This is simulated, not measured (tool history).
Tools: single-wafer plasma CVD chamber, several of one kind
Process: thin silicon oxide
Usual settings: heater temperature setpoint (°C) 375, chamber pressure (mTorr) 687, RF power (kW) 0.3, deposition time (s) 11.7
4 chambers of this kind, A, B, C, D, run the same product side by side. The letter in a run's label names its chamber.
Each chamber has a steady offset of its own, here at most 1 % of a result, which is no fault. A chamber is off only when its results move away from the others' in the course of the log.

| run | hour | heater temperature setpoint (°C) | chamber pressure (mTorr) | RF power (kW) | deposition time (s) | hours since the last thermocouple change | hours since the last RF generator calibration | hours since the last manometer calibration | read-back reference wafer on the same gauge, thickness_nm | mean film thickness on the monitor wafer (nm) |
|---|---|---|---|---|---|---|---|---|---|---|
| 1A | 14.5 | 375 | 687 | 0.3 | 11.7 | 2030.3 | 1417 | 15 | 19.293 | 19.005 |
| 2B | 28.6 | 375 | 687 | 0.3 | 11.7 | 3022.3 | 1973.8 | 1022.7 | 19.327 | 18.65 |
| 3D | 36.4 | 375 | 687 | 0.3 | 11.7 | 762.4 | 428.4 | 1064.8 | 19.31 | 18.855 |
| 4C | 50 | 375 | 687 | 0.3 | 11.7 | 1083.9 | 176.1 | 2202.3 | 19.29 | 18.794 |
| 5B | 62.2 | 375 | 687 | 0.3 | 11.7 | 3055.9 | 2007.4 | 1056.3 | 19.305 | 18.505 |
| 6D | 70.8 | 375 | 687 | 0.3 | 11.7 | 796.8 | 462.8 | 1099.2 | 19.293 | 18.8 |
|  | 72.3 | chamber B: thermocouple changed; heater temperature recalibrated |
| 7A | 85.3 | 375 | 687 | 0.3 | 11.7 | 2101.1 | 1487.8 | 85.8 | 19.261 | 18.993 |
| 8C | 94.5 | 375 | 687 | 0.3 | 11.7 | 1128.4 | 220.6 | 2246.8 | 19.269 | 18.991 |
| 9C | 107.6 | 375 | 687 | 0.3 | 11.7 | 1141.5 | 233.7 | 2259.9 | 19.299 | 18.786 |
| 10B | 116.1 | 375 | 687 | 0.245 | 13.8 | 43.9 | 2061.3 | 1110.2 | 19.309 | 20.242 |
|  | 129.1 | chamber B: RF generator calibrated |
| 11D | 131 | 375 | 687 | 0.245 | 13.8 | 857 | 523 | 1159.4 | 19.295 | 20.037 |
| 12A | 143.1 | 375 | 687 | 0.245 | 13.8 | 2158.9 | 1545.6 | 143.6 | 19.293 | 20.467 |
| 13A | 156.8 | 375 | 687 | 0.245 | 13.8 | 2172.6 | 1559.3 | 157.3 | 19.32 | 20.257 |
| 14D | 170.2 | 387 | 594 | 0.3 | 11.7 | 896.2 | 562.2 | 1198.6 | 19.316 | 15.864 |
| 15B | 182.4 | 387 | 594 | 0.3 | 11.7 | 110.2 | 53.4 | 1176.5 | 19.325 | 15.736 |
| 16C | 197.3 | 387 | 594 | 0.3 | 11.7 | 1231.2 | 323.4 | 2349.6 | 19.317 | 16.074 |
| 17B | 208.3 | 387 | 594 | 0.3 | 11.7 | 136.1 | 79.3 | 1202.4 | 19.288 | 15.867 |
| 18A | 215.8 | 369 | 687 | 0.335 | 11.7 | 2231.6 | 1618.3 | 216.3 | 19.29 | 19.592 |
| 19C | 224.3 | 369 | 687 | 0.335 | 11.7 | 1258.2 | 350.4 | 2376.6 | 19.286 | 19.782 |
| 20D | 231.8 | 369 | 687 | 0.335 | 11.7 | 957.8 | 623.8 | 1260.2 | 19.33 | 19.64 |
| 21A | 241.5 | 369 | 687 | 0.335 | 11.7 | 2257.3 | 1644 | 242 | 19.288 | 19.759 |
| 22C | 252.7 | 375 | 687 | 0.3 | 11.7 | 1286.6 | 378.8 | 2405 | 19.311 | 18.941 |
| 23D | 264.2 | 368 | 687 | 0.25 | 11.7 | 990.2 | 656.2 | 1292.6 | 19.294 | 17.698 |
|  | 265.4 | chamber C: capacitance manometer re-zeroed and calibrated |
| 24B | 278.3 | 368 | 687 | 0.25 | 11.7 | 206.1 | 149.3 | 1272.4 | 19.289 | 17.487 |
| 25B | 286.4 | 368 | 687 | 0.25 | 11.7 | 214.2 | 157.4 | 1280.5 | 19.334 | 17.468 |
| 26C | 298 | 368 | 687 | 0.25 | 11.7 | 1331.9 | 424.1 | 32.7 | 19.3 | 17.519 |
| 27D | 310 | 375 | 687 | 0.3 | 11.7 | 1036 | 702 | 1338.4 | 19.312 | 18.641 |
| 28A | 325 | 375 | 687 | 0.3 | 11.7 | 2340.8 | 1727.5 | 325.5 | 19.297 | 18.852 |
| 29A | 340.1 | 375 | 687 | 0.3 | 11.7 | 2355.9 | 1742.6 | 340.6 | 19.291 | 18.698 |
| 30B | 350.5 | 375 | 687 | 0.3 | 11.7 | 278.3 | 221.5 | 1344.6 | 19.31 | 18.597 |
| 31D | 360.6 | 375 | 687 | 0.3 | 11.7 | 1086.6 | 752.6 | 1389 | 19.273 | 18.659 |
| 32C | 371.8 | 375 | 687 | 0.3 | 10 | 1405.7 | 497.9 | 106.5 | 19.304 | 16.151 |
|  | 372.1 | chamber D: thermocouple changed; heater temperature recalibrated |
| 33A | 380.4 | 375 | 687 | 0.3 | 10 | 2396.2 | 1782.9 | 380.9 | 19.263 | 16.133 |
| 34D | 389.7 | 375 | 687 | 0.3 | 10 | 17.6 | 781.7 | 1418.1 | 19.305 | 16.205 |
| 35B | 405.7 | 375 | 687 | 0.3 | 10 | 333.5 | 276.7 | 1399.8 | 19.273 | 16.156 |
| 36C | 414.3 | 375 | 687 | 0.3 | 11.7 | 1448.2 | 540.4 | 149 | 19.314 | 18.747 |
| 37B | 424.6 | 375 | 687 | 0.3 | 11.7 | 352.4 | 295.6 | 1418.7 | 19.289 | 18.791 |
| 38A | 440.5 | 370 | 591 | 0.3 | 11.7 | 2456.3 | 1843 | 441 | 19.29 | 16.159 |

What goes on in this fleet: one chamber off, a drifting gauge, or nothing beyond the chambers' own small offsets? Name the chamber and the cause, if any.

No chamber stands off beyond its own small offset, and the gauge holds steady.
